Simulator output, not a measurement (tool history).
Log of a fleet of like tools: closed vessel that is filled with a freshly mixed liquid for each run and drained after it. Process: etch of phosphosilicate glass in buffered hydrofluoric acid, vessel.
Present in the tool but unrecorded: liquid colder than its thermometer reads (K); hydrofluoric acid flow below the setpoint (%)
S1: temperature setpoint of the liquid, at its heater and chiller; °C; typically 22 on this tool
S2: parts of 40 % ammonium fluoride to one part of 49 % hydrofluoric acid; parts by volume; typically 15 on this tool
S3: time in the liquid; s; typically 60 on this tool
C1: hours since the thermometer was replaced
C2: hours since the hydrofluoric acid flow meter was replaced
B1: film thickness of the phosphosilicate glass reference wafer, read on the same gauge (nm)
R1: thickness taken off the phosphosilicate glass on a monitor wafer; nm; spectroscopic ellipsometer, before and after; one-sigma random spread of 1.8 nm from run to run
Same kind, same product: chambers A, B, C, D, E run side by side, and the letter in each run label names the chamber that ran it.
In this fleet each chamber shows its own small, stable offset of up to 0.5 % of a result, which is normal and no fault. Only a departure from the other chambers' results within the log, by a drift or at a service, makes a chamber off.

run	hour	S1	S2	S3	C1	C2	B1	R1
1B	3.8	22	15	60	351.7	1836.1	109.99	227.56
2C	9.2	22	15	60	1204.3	1444.3	109.99	229.09
3E	15	22	15	60	2268.1	957.2	110.01	231.42
4D	19	22	15	60	1333.8	1074.9	109.98	230.11
5A	22.9	22	15	60	1469.2	2275.8	110.05	230.85
6B	25.5	22	15	60	373.4	1857.8	109.98	228.05
7E	28.4	22	15	60	2281.5	970.6	110	230.65
8D	34	22	15	60	1348.8	1089.9	110.01	226.74
9A	39.2	22	15	60	1485.5	2292.1	110	231.12
# hour 40.8: chamber B: hydrofluoric acid flow meter replaced
10C	41.9	22	15	60	1237	1477	110.03	231.03
11C	46	22	15	60	1241.1	1481.1	110.04	232.26
12E	49.9	22	15	60	2303	992.1	109.99	227.97
13B	53.7	22	15	60	401.6	13	109.98	231.58
14D	59.1	22	15	60	1373.9	1115	110	225.45
15A	65.1	22	15	60	1511.4	2318	110	231.54
16E	69.3	22	15	60	2322.4	1011.5	109.97	228.41
17C	75.1	22	15	60	1270.2	1510.2	110	232.03
18A	80.3	22	15	60	1526.6	2333.2	110.01	232.85
19B	86.2	22	15	60	434.1	45.5	110.02	230.4
20D	91.6	24.5	15	60	1406.4	1147.5	109.98	255.6
21B	97	24.5	15	60	444.9	56.3	109.97	267.41
22C	100.8	24.5	15	60	1295.9	1535.9	109.98	264.8
23D	105.1	24.5	15	60	1419.9	1161	109.98	254.31
24E	110.2	24.5	15	60	2363.3	1052.4	110.01	265.23
25A	113.2	22	15	60	1559.5	2366.1	110	229.5
26E	117.2	22	15	60	2370.3	1059.4	109.99	230.41
27A	121.3	22	15	60	1567.6	2374.2	110.04	228.29
28B	126.4	22	15	60	474.3	85.7	109.97	230.28
29D	129.8	22	17.5	35	1444.6	1185.7	110.01	107.59
30C	134.3	22	17.5	35	1329.4	1569.4	110.03	116.34
31D	140	22	17.5	35	1454.8	1195.9	109.98	108.95
32A	144.6	22	17.5	35	1590.9	2397.5	109.98	116.37
33E	150.4	22	17.5	35	2403.5	1092.6	109.99	114.86
34B	153.5	22	15	60	501.4	112.8	109.96	228.43
35C	156.7	22	15	60	1351.8	1591.8	110.04	232.81
36D	160.7	22	15	60	1475.5	1216.6	110.05	214.43
# hour 162.5: chamber A: hydrofluoric acid flow meter replaced
37B	164.5	22	10.5	45	512.4	123.8	110.04	250.3
38C	170	22	10.5	45	1365.1	1605.1	110.01	244.15
39E	175	22	10.5	45	2428.1	1117.2	109.97	243.01
40A	180.3	22	10.5	45	1626.6	17.8	109.98	241.69
41B	183.9	22	10.5	45	531.8	143.2	109.97	245.98

Does one chamber stand apart from the rest, does the shared gauge drift, or is all well apart from small per-chamber offsets? Give the chamber and the most likely cause, where there is one.

It is chamber D that slowly wanders off from its peers.
What lies behind it: hydrofluoric acid flow below the setpoint (%) = 8.56.
With only this log, it may be confused with: liquid colder than its thermometer reads (K).

Here are 4 candidates for chamber D's next run, each the usual settings with a change, their results left as question marks. Which one brings its results back in line with what the others give on the usual settings?
A result is in line if it is within this distance of the other chambers' mean on the usual settings: R1 6.2 nm
42D-1	188.3	22	15	65				?
42D-2	188.3	22	15	55				?
42D-3	188.3	22.5	14	65				?
42D-4	188.3	21.5	16	55				?

Other chambers, usual settings, mean: R1 230.9 nm
run	R1
42D-1	229.15
42D-2	193.9
42D-3	252.17
42D-4	176.86
The right change is 42D-1: it brings the chamber back within the allowed miss of the others.
